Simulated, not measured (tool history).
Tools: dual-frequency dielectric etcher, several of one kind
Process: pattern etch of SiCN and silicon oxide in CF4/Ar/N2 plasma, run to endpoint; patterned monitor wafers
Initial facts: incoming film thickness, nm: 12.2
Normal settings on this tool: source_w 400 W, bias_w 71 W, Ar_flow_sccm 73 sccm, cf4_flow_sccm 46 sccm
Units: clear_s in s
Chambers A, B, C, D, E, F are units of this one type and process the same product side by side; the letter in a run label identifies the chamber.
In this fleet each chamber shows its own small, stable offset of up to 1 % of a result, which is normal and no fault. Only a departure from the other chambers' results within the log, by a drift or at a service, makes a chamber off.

run   hour  source_w  bias_w  Ar_flow_sccm  cf4_flow_sccm  clear_s
 1E    4.4       400      71            73             46   15.799
 2A   11.0       400      71            73             46   16.176
 3F   17.4       400      71            73             46   16.001
 4C   21.2       400      71            73             46   16.040
 5B   26.1       400      71            73             46   16.335
 6D   30.3       400      71            73             46   16.021
 7B   33.3       400      71            73             46   16.114
 8C   40.0       400      71            73             46   16.021
 9E   45.6       400      71            73             46   15.959
10F   51.5       400      71            73             46   16.060
11D   56.2       400      71            73             46   16.092
      60.9  -- chamber F: wet clean of the chamber
12A   62.6       400      71            73             46   16.136
      67.9  -- chamber E: wet clean of the chamber
13F   68.2       400      71            73             46   16.227
14E   71.9       400      71            73             46   15.919
15A   77.7       400      71            73             46   15.986
16B   83.4       400      71            73             46   16.145
17D   86.9       400      71            73             46   15.915
18C   90.6       400      71            73             46   16.131
19E   95.9       400      71            73             46   15.918
20A  102.1       310      58            73             46   21.792
21C  108.4       310      58            73             46   21.252
22F  112.8       310      58            73             46   21.599
23D  116.9       310      58            73             46   21.706
24B  123.0       310      58            73             46   21.592
25A  129.2       310      58            73             46   21.775
26F  132.1       400      71            73             46   16.032
27B  135.4       400      71            73             46   16.071
28C  138.6       400      71            73             46   16.063
29E  144.5       400      71            73             41   16.208
30D  149.6       400      71            73             41   16.359
31C  155.2       400      71            73             41   16.200
32E  158.8       400      71            73             41   15.984
33B  163.6       400      71            73             41   16.554
34D  168.6       400      71            73             41   16.353
35A  173.8       400      71            73             46   16.009
36F  179.5       480      71            73             46   13.822
37A  184.2       480      71            73             46   13.877
38E  188.4       480      71            73             46   13.435
39F  193.8       480      71            73             46   13.819
40C  198.8       480      71            73             46   13.685
41B  202.1       480      71            73             46   13.892
42D  205.5       400      71            73             46   16.016
43C  211.4       400      71            73             46   15.984

Each of the 6 chambers runs these same settings next. Fill in every chamber's results:
44A  216.2       400      71            73             46        ?
44B  216.2       400      71            73             46        ?
44C  216.2       400      71            73             46        ?
44D  216.2       400      71            73             46        ?
44E  216.2       400      71            73             46        ?
44F  216.2       400      71            73             46        ?

run  clear_s
44A   16.383
44B   16.207
44C   15.935
44D   16.177
44E   16.076
44F   16.156
